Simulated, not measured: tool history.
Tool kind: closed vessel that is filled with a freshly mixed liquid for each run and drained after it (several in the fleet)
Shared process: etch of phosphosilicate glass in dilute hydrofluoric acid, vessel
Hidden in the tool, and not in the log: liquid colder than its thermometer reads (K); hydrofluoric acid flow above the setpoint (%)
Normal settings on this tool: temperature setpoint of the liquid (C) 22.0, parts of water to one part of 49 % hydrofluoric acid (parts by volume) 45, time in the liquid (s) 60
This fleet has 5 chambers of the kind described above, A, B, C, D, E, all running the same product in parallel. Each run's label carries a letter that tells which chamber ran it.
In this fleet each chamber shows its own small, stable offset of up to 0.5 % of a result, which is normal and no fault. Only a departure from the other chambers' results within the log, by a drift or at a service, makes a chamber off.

| run | hour | temperature setpoint of the liquid (C) | parts of water to one part of 49 % hydrofluoric acid (parts by volume) | time in the liquid (s) | hours since the thermometer was replaced | hours since the hydrofluoric acid flow meter was replaced | read-back film thickness of the phosphosilicate glass reference wafer, read on the same gauge (nm) | thickness taken off the phosphosilicate glass on a monitor wafer (angstrom) |
|---|---|---|---|---|---|---|---|---|
| 1C | 2.8 | 22.0 | 45 | 60 | 1944.2 | 100.4 | 40.032 | 781.00 |
| 2E | 7.5 | 22.0 | 45 | 60 | 96.5 | 347.7 | 40.017 | 795.63 |
| 3A | 11.6 | 22.0 | 45 | 60 | 2176.2 | 1655.6 | 39.986 | 794.00 |
| 4B | 16.4 | 22.0 | 45 | 60 | 326.0 | 314.6 | 39.997 | 796.18 |
| 5D | 20.7 | 22.0 | 60 | 80 | 1741.4 | 745.2 | 40.001 | 772.43 |
| 6A | 25.6 | 22.0 | 60 | 80 | 2190.2 | 1669.6 | 40.017 | 775.50 |
| 7B | 30.2 | 22.0 | 60 | 80 | 339.8 | 328.4 | 39.983 | 772.38 |
| 8D | 33.6 | 22.0 | 60 | 80 | 1754.3 | 758.1 | 39.947 | 778.25 |
| 9E | 36.1 | 22.0 | 60 | 80 | 125.1 | 376.3 | 39.976 | 784.61 |
| 10C | 38.5 | 22.0 | 45 | 60 | 1979.9 | 136.1 | 40.016 | 778.81 |
| 11B | 40.9 | 22.0 | 45 | 60 | 350.5 | 339.1 | 40.002 | 793.61 |
| 12C | 45.3 | 22.0 | 45 | 60 | 1986.7 | 142.9 | 40.008 | 793.58 |
| 13A | 48.1 | 22.0 | 45 | 60 | 2212.7 | 1692.1 | 40.011 | 806.41 |
| 14D | 50.9 | 22.0 | 45 | 60 | 1771.6 | 775.4 | 39.959 | 791.48 |
| 15E | 54.3 | 22.0 | 45 | 60 | 143.3 | 394.5 | 40.031 | 811.52 |
| 16C | 58.8 | 24.5 | 45 | 75 | 2000.2 | 156.4 | 39.991 | 1082.00 |
| 17D | 61.8 | 24.5 | 45 | 75 | 1782.5 | 786.3 | 39.964 | 1084.30 |
| 18A | 64.6 | 24.5 | 45 | 75 | 2229.2 | 1708.6 | 40.043 | 1156.60 |
| 19B | 67.4 | 24.5 | 45 | 75 | 377.0 | 365.6 | 40.027 | 1095.80 |
| 20E | 69.6 | 24.5 | 45 | 75 | 158.6 | 409.8 | 40.029 | 1114.00 |
| 21E | 74.5 | 22.0 | 45 | 60 | 163.5 | 414.7 | 39.965 | 798.28 |
| 22D | 79.3 | 22.0 | 45 | 60 | 1800.0 | 803.8 | 40.003 | 782.96 |
|  | 84.2 | chamber E: hydrofluoric acid flow meter replaced |
| 23A | 84.2 | 22.0 | 45 | 60 | 2248.8 | 1728.2 | 40.022 | 849.49 |
| 24C | 88.4 | 22.0 | 45 | 60 | 2029.8 | 186.0 | 40.029 | 784.24 |
| 25B | 91.2 | 18.0 | 55 | 60 | 400.8 | 389.4 | 39.990 | 534.59 |
| 26A | 95.0 | 18.0 | 55 | 60 | 2259.6 | 1739.0 | 40.021 | 583.58 |
| 27D | 99.2 | 18.0 | 55 | 60 | 1819.9 | 823.7 | 40.040 | 530.33 |
| 28B | 102.4 | 18.0 | 55 | 60 | 412.0 | 400.6 | 39.998 | 538.71 |
| 29C | 106.6 | 18.0 | 55 | 60 | 2048.0 | 204.2 | 40.003 | 542.25 |
| 30E | 110.7 | 22.0 | 45 | 60 | 199.7 | 26.5 | 39.975 | 792.14 |
| 31D | 115.7 | 22.0 | 45 | 60 | 1836.4 | 840.2 | 40.022 | 795.32 |
| 32A | 118.0 | 22.0 | 45 | 60 | 2282.6 | 1762.0 | 39.979 | 881.76 |

All chambers now run identical settings, listed one chamber a line with results as question marks. What results will each chamber show?
| 33A | 121.7 | 22.0 | 45 | 60 |  |  |  | ? |
| 33B | 121.7 | 22.0 | 45 | 60 |  |  |  | ? |
| 33C | 121.7 | 22.0 | 45 | 60 |  |  |  | ? |
| 33D | 121.7 | 22.0 | 45 | 60 |  |  |  | ? |
| 33E | 121.7 | 22.0 | 45 | 60 |  |  |  | ? |

| run | thickness taken off the phosphosilicate glass on a monitor wafer (angstrom) |
|---|---|
| 33A | 879.33 |
| 33B | 788.56 |
| 33C | 782.35 |
| 33D | 792.17 |
| 33E | 798.19 |

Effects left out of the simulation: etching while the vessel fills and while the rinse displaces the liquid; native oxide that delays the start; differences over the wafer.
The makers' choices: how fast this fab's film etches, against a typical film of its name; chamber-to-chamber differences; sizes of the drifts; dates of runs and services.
